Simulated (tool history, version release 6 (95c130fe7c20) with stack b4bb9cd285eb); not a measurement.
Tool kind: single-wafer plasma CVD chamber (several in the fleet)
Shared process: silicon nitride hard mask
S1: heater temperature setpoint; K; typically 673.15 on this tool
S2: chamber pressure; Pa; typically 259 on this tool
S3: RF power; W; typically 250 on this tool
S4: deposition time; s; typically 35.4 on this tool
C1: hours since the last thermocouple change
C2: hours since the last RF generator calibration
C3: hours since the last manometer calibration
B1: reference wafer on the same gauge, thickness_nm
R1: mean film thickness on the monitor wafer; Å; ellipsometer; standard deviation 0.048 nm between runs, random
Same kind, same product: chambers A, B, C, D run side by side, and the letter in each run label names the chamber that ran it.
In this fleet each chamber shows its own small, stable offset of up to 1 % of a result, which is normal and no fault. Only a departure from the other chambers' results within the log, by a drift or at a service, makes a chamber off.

run 1C hour=12.0 | S1=673.15 S2=259 S3=250 S4=35.4 | C1=1612.0 C2=438.2 C3=845.4 | B1=36.395 | R1=380.03
run 2B hour=18.9 | S1=673.15 S2=259 S3=250 S4=35.4 | C1=1279.8 C2=723.7 C3=308.5 | B1=36.387 | R1=378.98
run 3D hour=24.7 | S1=673.15 S2=259 S3=250 S4=35.4 | C1=598.8 C2=679.3 C3=963.3 | B1=36.392 | R1=382.54
run 4A hour=37.5 | S1=673.15 S2=259 S3=250 S4=35.4 | C1=439.2 C2=108.7 C3=1248.0 | B1=36.390 | R1=382.66
run 5B hour=49.4 | S1=673.15 S2=259 S3=250 S4=35.4 | C1=1310.3 C2=754.2 C3=339.0 | B1=36.368 | R1=378.66
run 6C hour=56.4 | S1=673.15 S2=259 S3=250 S4=35.4 | C1=1656.4 C2=482.6 C3=889.8 | B1=36.376 | R1=380.79
run 7A hour=62.4 | S1=673.15 S2=259 S3=250 S4=35.4 | C1=464.1 C2=133.6 C3=1272.9 | B1=36.369 | R1=382.15
run 8D hour=74.8 | S1=673.15 S2=259 S3=250 S4=35.4 | C1=648.9 C2=729.4 C3=1013.4 | B1=36.358 | R1=382.35
run 9A hour=85.0 | S1=673.15 S2=259 S3=250 S4=35.4 | C1=486.7 C2=156.2 C3=1295.5 | B1=36.359 | R1=383.13
run 10B hour=97.9 | S1=673.15 S2=259 S3=250 S4=35.4 | C1=1358.8 C2=802.7 C3=387.5 | B1=36.337 | R1=378.20
run 11D hour=105.6 | S1=673.15 S2=259 S3=250 S4=35.4 | C1=679.7 C2=760.2 C3=1044.2 | B1=36.341 | R1=381.31
run 12C hour=116.3 | S1=673.15 S2=259 S3=250 S4=35.4 | C1=1716.3 C2=542.5 C3=949.7 | B1=36.339 | R1=379.89
run 13C hour=124.9 | S1=673.15 S2=259 S3=250 S4=35.4 | C1=1724.9 C2=551.1 C3=958.3 | B1=36.329 | R1=379.62
run 14A hour=133.2 | S1=673.15 S2=259 S3=250 S4=35.4 | C1=534.9 C2=204.4 C3=1343.7 | B1=36.325 | R1=382.30
run 15B hour=146.2 | S1=673.15 S2=259 S3=250 S4=35.4 | C1=1407.1 C2=851.0 C3=435.8 | B1=36.318 | R1=378.68
run 16D hour=156.8 | S1=673.15 S2=259 S3=250 S4=31.2 | C1=730.9 C2=811.4 C3=1095.4 | B1=36.325 | R1=335.43
run 17C hour=167.7 | S1=673.15 S2=259 S3=250 S4=31.2 | C1=1767.7 C2=593.9 C3=1001.1 | B1=36.324 | R1=334.56
run 18B hour=180.6 | S1=673.15 S2=259 S3=250 S4=31.2 | C1=1441.5 C2=885.4 C3=470.2 | B1=36.304 | R1=332.85
run 19D hour=191.5 | S1=673.15 S2=259 S3=250 S4=31.2 | C1=765.6 C2=846.1 C3=1130.1 | B1=36.308 | R1=336.01
run 20A hour=199.3 | S1=673.15 S2=259 S3=250 S4=35.4 | C1=601.0 C2=270.5 C3=1409.8 | B1=36.295 | R1=380.43
-- hour=206.2 chamber D: thermocouple changed; heater temperature recalibrated
run 21B hour=208.7 | S1=673.15 S2=259 S3=250 S4=35.4 | C1=1469.6 C2=913.5 C3=498.3 | B1=36.288 | R1=378.22
run 22A hour=216.5 | S1=673.15 S2=259 S3=250 S4=35.4 | C1=618.2 C2=287.7 C3=1427.0 | B1=36.283 | R1=381.31
run 23D hour=226.3 | S1=673.15 S2=259 S3=250 S4=35.4 | C1=20.2 C2=880.9 C3=1164.9 | B1=36.281 | R1=380.54
run 24C hour=239.4 | S1=673.15 S2=259 S3=250 S4=35.4 | C1=1839.4 C2=665.6 C3=1072.8 | B1=36.273 | R1=379.29
run 25B hour=250.0 | S1=673.15 S2=259 S3=250 S4=37.8 | C1=1510.9 C2=954.8 C3=539.6 | B1=36.272 | R1=403.01
run 26D hour=258.3 | S1=673.15 S2=259 S3=250 S4=37.8 | C1=52.2 C2=912.9 C3=1196.9 | B1=36.275 | R1=405.92
run 27C hour=267.8 | S1=673.15 S2=259 S3=250 S4=37.8 | C1=1867.8 C2=694.0 C3=1101.2 | B1=36.267 | R1=404.78
run 28A hour=279.2 | S1=673.15 S2=259 S3=250 S4=37.8 | C1=680.9 C2=350.4 C3=1489.7 | B1=36.260 | R1=407.61
run 29A hour=290.7 | S1=673.15 S2=259 S3=250 S4=35.4 | C1=692.4 C2=361.9 C3=1501.2 | B1=36.251 | R1=381.16
run 30C hour=303.9 | S1=673.15 S2=259 S3=250 S4=35.4 | C1=1903.9 C2=730.1 C3=1137.3 | B1=36.242 | R1=378.92
run 31B hour=315.9 | S1=673.15 S2=259 S3=250 S4=35.4 | C1=1576.8 C2=1020.7 C3=605.5 | B1=36.236 | R1=377.60
run 32D hour=328.8 | S1=673.15 S2=259 S3=250 S4=35.4 | C1=122.7 C2=983.4 C3=1267.4 | B1=36.234 | R1=380.42
run 33B hour=341.2 | S1=673.15 S2=259 S3=250 S4=35.4 | C1=1602.1 C2=1046.0 C3=630.8 | B1=36.228 | R1=376.58
run 34D hour=351.3 | S1=673.15 S2=259 S3=250 S4=35.4 | C1=145.2 C2=1005.9 C3=1289.9 | B1=36.225 | R1=380.63

Next, every chamber runs the same settings. What will each give?
run 35A hour=360.8 | S1=673.15 S2=259 S3=250 S4=35.4 | R1=?
run 35B hour=360.8 | S1=673.15 S2=259 S3=250 S4=35.4 | R1=?
run 35C hour=360.8 | S1=673.15 S2=259 S3=250 S4=35.4 | R1=?
run 35D hour=360.8 | S1=673.15 S2=259 S3=250 S4=35.4 | R1=?

run=35A R1=380.15
run=35B R1=377.48
run=35C R1=379.30
run=35D R1=380.26
